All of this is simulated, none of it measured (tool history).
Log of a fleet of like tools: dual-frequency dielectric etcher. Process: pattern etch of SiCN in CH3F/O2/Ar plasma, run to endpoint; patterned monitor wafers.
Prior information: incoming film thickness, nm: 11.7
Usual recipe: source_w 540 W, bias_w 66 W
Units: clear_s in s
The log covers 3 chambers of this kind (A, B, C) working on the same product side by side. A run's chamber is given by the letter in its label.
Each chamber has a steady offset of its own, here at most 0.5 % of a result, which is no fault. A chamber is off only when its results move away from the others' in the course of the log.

run   hour  source_w  bias_w  hours since the last wet clean  hours since the last source power generator calibration  hours since the last bias power generator calibration  clear_s
 1C    4.7       540      66                            51.4                                                   1115.7                                                  734.3   28.697
 2B    8.4       540      66                            61.4                                                    421.2                                                  926.7   28.841
 3A   11.9       540      66                           261.7                                                   1218.5                                                   23.8   28.647
 4A   15.9       540      66                           265.7                                                   1222.5                                                   27.8   28.628
 5C   18.8       590      73                            65.5                                                   1129.8                                                  748.4   26.896
 6B   23.3       590      73                            76.3                                                    436.1                                                  941.6   26.821
 7C   29.0       590      73                            75.7                                                   1140.0                                                  758.6   26.723
 8B   33.4       540      66                            86.4                                                    446.2                                                  951.7   28.619
 9A   39.3       540      66                           289.1                                                   1245.9                                                   51.2   28.727
10B   42.9       540      66                            95.9                                                    455.7                                                  961.2   28.693
11C   46.0       540      66                            92.7                                                   1157.0                                                  775.6   28.741
12A   51.3       540      66                           301.1                                                   1257.9                                                   63.2   28.649
13B   54.2       650      66                           107.2                                                    467.0                                                  972.5   26.838
14A   60.0       650      66                           309.8                                                   1266.6                                                   71.9   26.631
15C   65.8       650      66                           112.5                                                   1176.8                                                  795.4   26.777
16C   72.1       540      66                           118.8                                                   1183.1                                                  801.7   28.745
      76.7  -- chamber A: wet clean of the chamber
17A   77.0       540      66                             0.3                                                   1283.6                                                   88.9   28.225
18B   82.2       540      66                           135.2                                                    495.0                                                 1000.5   28.771
19C   87.2       540      66                           133.9                                                   1198.2                                                  816.8   28.563
20A   92.8       540      66                            16.1                                                   1299.4                                                  104.7   28.011
21B   98.6       540      66                           151.6                                                    511.4                                                 1016.9   28.811
22B  103.7       540      66                           156.7                                                    516.5                                                 1022.0   28.874
23A  109.0       540      66                            32.3                                                   1315.6                                                  120.9   28.226
24C  114.7       540      66                           161.4                                                   1225.7                                                  844.3   28.596
25B  118.4       540      66                           171.4                                                    531.2                                                 1036.7   28.599
26A  122.7       540      66                            46.0                                                   1329.3                                                  134.6   28.090
27C  126.4       540      66                           173.1                                                   1237.4                                                  856.0   28.742
28C  131.1       470      73                           177.8                                                   1242.1                                                  860.7   29.179
29B  135.2       470      73                           188.2                                                    548.0                                                 1053.5   29.196
30A  138.3       470      73                            61.6                                                   1344.9                                                  150.2   28.850
31C  141.6       540      66                           188.3                                                   1252.6                                                  871.2   28.724
32B  148.0       540      66                           201.0                                                    560.8                                                 1066.3   28.808
33A  153.6       540      66                            76.9                                                   1360.2                                                  165.5   28.116
34A  156.7       540      66                            80.0                                                   1363.3                                                  168.6   28.076

All 3 chambers run these settings next. Forecast each chamber's results:
35A  161.3       540      66                                                                                                                                                        ?
35B  161.3       540      66                                                                                                                                                        ?
35C  161.3       540      66                                                                                                                                                        ?

run  clear_s
35A   28.029
35B   28.810
35C   28.684
